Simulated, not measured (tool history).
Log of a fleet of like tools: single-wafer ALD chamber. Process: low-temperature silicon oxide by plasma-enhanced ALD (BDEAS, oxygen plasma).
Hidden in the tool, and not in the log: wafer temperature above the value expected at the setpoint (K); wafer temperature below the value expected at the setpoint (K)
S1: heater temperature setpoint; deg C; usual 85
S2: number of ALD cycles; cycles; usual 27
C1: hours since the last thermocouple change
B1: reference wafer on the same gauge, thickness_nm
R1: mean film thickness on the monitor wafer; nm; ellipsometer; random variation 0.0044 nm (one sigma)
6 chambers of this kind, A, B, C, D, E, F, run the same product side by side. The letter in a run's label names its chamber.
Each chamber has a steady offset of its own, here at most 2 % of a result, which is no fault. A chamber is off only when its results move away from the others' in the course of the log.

| run | hour | S1 | S2 | C1 | B1 | R1 |
|---|---|---|---|---|---|---|
| 1E | 13.2 | 85 | 27 | 530.9 | 3.2903 | 4.0185 |
| 2D | 26.6 | 85 | 27 | 62.5 | 3.2887 | 4.0661 |
| 3B | 38.8 | 85 | 27 | 1922.5 | 3.2892 | 4.1349 |
| 4F | 50.9 | 85 | 27 | 533.7 | 3.2886 | 4.0831 |
| 5C | 60.4 | 91 | 31 | 2585.4 | 3.2888 | 4.5799 |
| 6A | 73.2 | 91 | 31 | 1418.4 | 3.2875 | 4.552 |
| 7E | 87.3 | 91 | 31 | 605 | 3.2871 | 4.5228 |
| 8A | 100.2 | 91 | 31 | 1445.4 | 3.2879 | 4.5526 |
| 9B | 108.5 | 91 | 31 | 1992.2 | 3.2873 | 4.6339 |
| 10F | 123.1 | 91 | 31 | 605.9 | 3.2867 | 4.591 |
| 11D | 132.4 | 85 | 27 | 168.3 | 3.2847 | 4.0559 |
| 12C | 146.3 | 85 | 27 | 2671.3 | 3.2846 | 4.0693 |
| 13F | 160.6 | 95 | 29 | 643.4 | 3.2846 | 4.2376 |
| 14B | 174.1 | 95 | 29 | 2057.8 | 3.2844 | 4.2803 |
| 15A | 182.7 | 95 | 29 | 1527.9 | 3.2837 | 4.1959 |
| 16D | 192.5 | 95 | 29 | 228.4 | 3.2841 | 4.1987 |
| 17C | 207.8 | 95 | 29 | 2732.8 | 3.2841 | 4.2146 |
| 18E | 217.8 | 95 | 29 | 735.5 | 3.282 | 4.1676 |
| 19D | 230.9 | 85 | 27 | 266.8 | 3.2821 | 4.0547 |
| 20E | 242 | 95 | 23 | 759.7 | 3.2831 | 3.3075 |
|  | 249.5 | chamber C: thermocouple changed; heater temperature recalibrated |
| 21F | 254.7 | 95 | 23 | 737.5 | 3.281 | 3.3519 |
| 22A | 267.3 | 95 | 23 | 1612.5 | 3.2806 | 3.3224 |
| 23C | 282.7 | 95 | 23 | 33.2 | 3.2808 | 3.3441 |
| 24B | 297.3 | 95 | 23 | 2181 | 3.2799 | 3.3832 |
| 25B | 312.5 | 95 | 23 | 2196.2 | 3.2805 | 3.3872 |
| 26C | 325.5 | 85 | 27 | 76 | 3.2791 | 4.059 |
| 27D | 338.5 | 85 | 27 | 374.4 | 3.2786 | 4.0434 |
| 28E | 345.4 | 85 | 27 | 863.1 | 3.2788 | 4.0059 |
| 29A | 353.4 | 85 | 27 | 1698.6 | 3.2781 | 4.043 |
| 30F | 366.2 | 85 | 27 | 849 | 3.277 | 4.0684 |
| 31E | 381.8 | 85 | 27 | 899.5 | 3.2775 | 4.0104 |
| 32D | 390.9 | 85 | 27 | 426.8 | 3.2774 | 4.0501 |
| 33C | 398.1 | 85 | 27 | 148.6 | 3.277 | 4.0457 |
| 34B | 410 | 85 | 27 | 2293.7 | 3.2764 | 4.1164 |
| 35F | 420.8 | 85 | 27 | 903.6 | 3.2769 | 4.0627 |
| 36A | 428 | 85 | 27 | 1773.2 | 3.2766 | 4.0322 |
| 37C | 436.7 | 85 | 27 | 187.2 | 3.2757 | 4.0527 |

Is one chamber off against the others, does the gauge drift, or is nothing wrong? If a chamber is off, say which, and what the likeliest cause is.

The gauge drifts, so all chambers seem to drift together. No chamber is off.
Cause: gauge reads low (%) = 0.445.
